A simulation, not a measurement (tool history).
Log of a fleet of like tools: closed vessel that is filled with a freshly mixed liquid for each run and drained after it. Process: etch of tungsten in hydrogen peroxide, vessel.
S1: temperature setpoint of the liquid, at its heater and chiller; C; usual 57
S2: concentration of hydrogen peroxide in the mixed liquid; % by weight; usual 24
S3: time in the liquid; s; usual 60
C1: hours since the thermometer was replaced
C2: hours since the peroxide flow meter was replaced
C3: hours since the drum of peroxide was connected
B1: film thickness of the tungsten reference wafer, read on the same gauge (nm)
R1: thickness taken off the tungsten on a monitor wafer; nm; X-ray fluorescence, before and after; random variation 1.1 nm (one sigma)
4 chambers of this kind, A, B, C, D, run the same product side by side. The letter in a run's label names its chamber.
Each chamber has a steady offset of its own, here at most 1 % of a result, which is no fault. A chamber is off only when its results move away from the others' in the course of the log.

{"run": "1A", "hour": 9.7, "S1": 57, "S2": 24, "S3": 60, "C1": 1031.2, "C2": 120.8, "C3": 589.7, "B1": 50.056, "R1": 114.66}
{"run": "2B", "hour": 15.5, "S1": 57, "S2": 24, "S3": 60, "C1": 966.1, "C2": 1330.5, "C3": 76.8, "B1": 50.029, "R1": 115.99}
{"run": "3D", "hour": 24.9, "S1": 57, "S2": 24, "S3": 60, "C1": 157.1, "C2": 1127.5, "C3": 219.6, "B1": 50.028, "R1": 118.42}
{"run": "4C", "hour": 30.5, "S1": 57, "S2": 24, "S3": 60, "C1": 629, "C2": 1580.5, "C3": 755.6, "B1": 49.991, "R1": 114.07}
{"run": "5A", "hour": 35.8, "S1": 57, "S2": 24, "S3": 60, "C1": 1057.3, "C2": 146.9, "C3": 615.8, "B1": 49.988, "R1": 113.72}
{"run": "6D", "hour": 41.0, "S1": 57, "S2": 24, "S3": 60, "C1": 173.2, "C2": 1143.6, "C3": 235.7, "B1": 50.011, "R1": 115.27}
{"run": "7C", "hour": 46.8, "S1": 57, "S2": 24, "S3": 60, "C1": 645.3, "C2": 1596.8, "C3": 771.9, "B1": 49.986, "R1": 113.34}
{"run": "8B", "hour": 56.6, "S1": 57, "S2": 24, "S3": 60, "C1": 1007.2, "C2": 1371.6, "C3": 117.9, "B1": 49.986, "R1": 115.46}
{"run": "9A", "hour": 62.0, "S1": 57, "S2": 24, "S3": 60, "C1": 1083.5, "C2": 173.1, "C3": 642, "B1": 50.01, "R1": 113.85}
{"run": "10C", "hour": 71.9, "S1": 57, "S2": 24, "S3": 60, "C1": 670.4, "C2": 1621.9, "C3": 797, "B1": 50.032, "R1": 115.24}
{"run": "11B", "hour": 80.9, "S1": 57, "S2": 24, "S3": 60, "C1": 1031.5, "C2": 1395.9, "C3": 142.2, "B1": 50.002, "R1": 114.26}
{"run": "12D", "hour": 85.5, "S1": 57, "S2": 24, "S3": 60, "C1": 217.7, "C2": 1188.1, "C3": 280.2, "B1": 49.968, "R1": 115.54}
{"run": "13C", "hour": 92.5, "S1": 57, "S2": 24, "S3": 60, "C1": 691, "C2": 1642.5, "C3": 817.6, "B1": 50.016, "R1": 114.14}
{"hour": 95.0, "done": "chamber A: new drum of peroxide connected"}
{"run": "14B", "hour": 100.2, "S1": 57, "S2": 24, "S3": 60, "C1": 1050.8, "C2": 1415.2, "C3": 161.5, "B1": 49.999, "R1": 115.78}
{"run": "15D", "hour": 106.9, "S1": 48.5, "S2": 27.5, "S3": 60, "C1": 239.1, "C2": 1209.5, "C3": 301.6, "B1": 50.019, "R1": 72.791}
{"run": "16A", "hour": 115.3, "S1": 48.5, "S2": 27.5, "S3": 60, "C1": 1136.8, "C2": 226.4, "C3": 20.4, "B1": 50.043, "R1": 73.489}
{"run": "17C", "hour": 124.5, "S1": 48.5, "S2": 27.5, "S3": 60, "C1": 723, "C2": 1674.5, "C3": 849.6, "B1": 50.019, "R1": 75.026}
{"run": "18D", "hour": 134.4, "S1": 48.5, "S2": 27.5, "S3": 60, "C1": 266.6, "C2": 1237, "C3": 329.1, "B1": 50.016, "R1": 71.705}
{"run": "19A", "hour": 140.4, "S1": 57, "S2": 24, "S3": 60, "C1": 1161.9, "C2": 251.5, "C3": 45.5, "B1": 49.992, "R1": 114.92}
{"run": "20B", "hour": 146.4, "S1": 57, "S2": 24, "S3": 60, "C1": 1097, "C2": 1461.4, "C3": 207.7, "B1": 50.004, "R1": 115.83}
{"run": "21A", "hour": 151.6, "S1": 57, "S2": 24, "S3": 60, "C1": 1173.1, "C2": 262.7, "C3": 56.7, "B1": 50.001, "R1": 114.87}
{"run": "22B", "hour": 159.0, "S1": 57, "S2": 24, "S3": 60, "C1": 1109.6, "C2": 1474, "C3": 220.3, "B1": 49.988, "R1": 116.45}
{"run": "23D", "hour": 169.3, "S1": 57, "S2": 24, "S3": 60, "C1": 301.5, "C2": 1271.9, "C3": 364, "B1": 49.99, "R1": 110.9}
{"run": "24C", "hour": 178.9, "S1": 57, "S2": 24, "S3": 60, "C1": 777.4, "C2": 1728.9, "C3": 904, "B1": 49.999, "R1": 113.92}
{"run": "25C", "hour": 186.7, "S1": 57, "S2": 24, "S3": 60, "C1": 785.2, "C2": 1736.7, "C3": 911.8, "B1": 49.98, "R1": 114.93}
{"run": "26A", "hour": 191.9, "S1": 57, "S2": 24, "S3": 60, "C1": 1213.4, "C2": 303, "C3": 97, "B1": 49.975, "R1": 115.03}
{"run": "27D", "hour": 196.5, "S1": 57, "S2": 24, "S3": 75, "C1": 328.7, "C2": 1299.1, "C3": 391.2, "B1": 50.014, "R1": 137.08}

Next, every chamber runs the same settings. What will each give?
{"run": "28A", "hour": 203.9, "S1": 57, "S2": 21.5, "S3": 60, "R1": "?"}
{"run": "28B", "hour": 203.9, "S1": 57, "S2": 21.5, "S3": 60, "R1": "?"}
{"run": "28C", "hour": 203.9, "S1": 57, "S2": 21.5, "S3": 60, "R1": "?"}
{"run": "28D", "hour": 203.9, "S1": 57, "S2": 21.5, "S3": 60, "R1": "?"}

run=28A R1=107.83
run=28B R1=111.29
run=28C R1=107.04
run=28D R1=104.02
